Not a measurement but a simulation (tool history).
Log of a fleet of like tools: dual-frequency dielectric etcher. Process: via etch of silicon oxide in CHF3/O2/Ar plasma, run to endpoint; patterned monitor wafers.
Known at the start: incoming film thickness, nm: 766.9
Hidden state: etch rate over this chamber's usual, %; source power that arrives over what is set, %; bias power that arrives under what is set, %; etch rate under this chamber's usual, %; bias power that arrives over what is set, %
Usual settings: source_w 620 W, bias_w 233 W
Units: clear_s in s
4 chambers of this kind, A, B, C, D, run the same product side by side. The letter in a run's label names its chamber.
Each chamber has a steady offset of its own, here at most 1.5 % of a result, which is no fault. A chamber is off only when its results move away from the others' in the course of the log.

run,day,source_w,bias_w,hours since the last wet clean,hours since the last source power generator calibration,hours since the last bias power generator calibration,clear_s
1C,0.383,620,233,276.3,484.5,558.5,348.78
2B,0.738,620,233,360.3,83.1,473,349.33
3A,1.338,620,233,202.5,136.7,3003.8,346.17
4D,1.829,620,233,270.9,3706.9,1078.2,350.95
5C,2.217,750,214,320.3,528.5,602.5,335.35
6D,2.538,750,214,287.9,3723.9,1095.2,334.85
7A,3.042,750,214,243.4,177.6,3044.7,332.45
8B,3.342,750,214,422.8,145.6,535.5,335.73
9B,3.95,620,233,437.4,160.2,550.1,349.36
10A,4.517,620,233,278.8,213,3080.1,346.93
11C,5.108,620,233,389.7,597.9,671.9,350.07
12D,5.592,620,233,361.2,3797.2,1168.5,353.21
13B,6.1,620,233,489,211.8,601.7,350.32
# day 6.188: chamber B: wet clean of the chamber
14D,6.758,620,233,389.2,3825.2,1196.5,353.42
15C,7.1,620,233,437.5,645.7,719.7,349.77
16A,7.65,620,233,354,288.2,3155.3,345.64
17B,8.158,620,233,47.4,261.2,651.1,357.45
# day 8.183: chamber D: wet clean of the chamber
18C,8.696,620,233,475.8,684,758,351.3
19D,9.046,720,233,20.7,3880.1,1251.4,332.86
20A,9.354,720,233,394.9,329.1,3196.2,326.6
21D,9.683,720,233,36,3895.4,1266.7,334.45
22C,10.308,720,233,514.5,722.7,796.7,330.61
23A,10.767,730,233,428.8,363,3230.1,325.23
24B,11.396,730,233,125.1,338.9,728.8,336.3
25D,11.754,730,233,85.7,3945.1,1316.4,330.49
26B,12.229,730,233,145.1,358.9,748.8,336.36
27A,12.642,570,209,473.8,408,3275.1,370.88
# day 12.675: chamber A: wet clean of the chamber
28C,13,570,209,579.1,787.3,861.3,374.27
29B,13.3,570,209,170.8,384.6,774.5,381.96
30D,13.938,570,209,138.1,3997.5,1368.8,379.29
31A,14.267,620,233,38.3,447,3314.1,345.32
# day 14.412: chamber C: wet clean of the chamber
32C,14.921,620,233,12.2,833.4,907.4,349.41

All 4 chambers run these settings next. Forecast each chamber's results:
33A,15.417,620,203,,,,?
33B,15.417,620,203,,,,?
33C,15.417,620,203,,,,?
33D,15.417,620,203,,,,?

run,clear_s
33A,362.42
33B,374.78
33C,366.81
33D,370.05
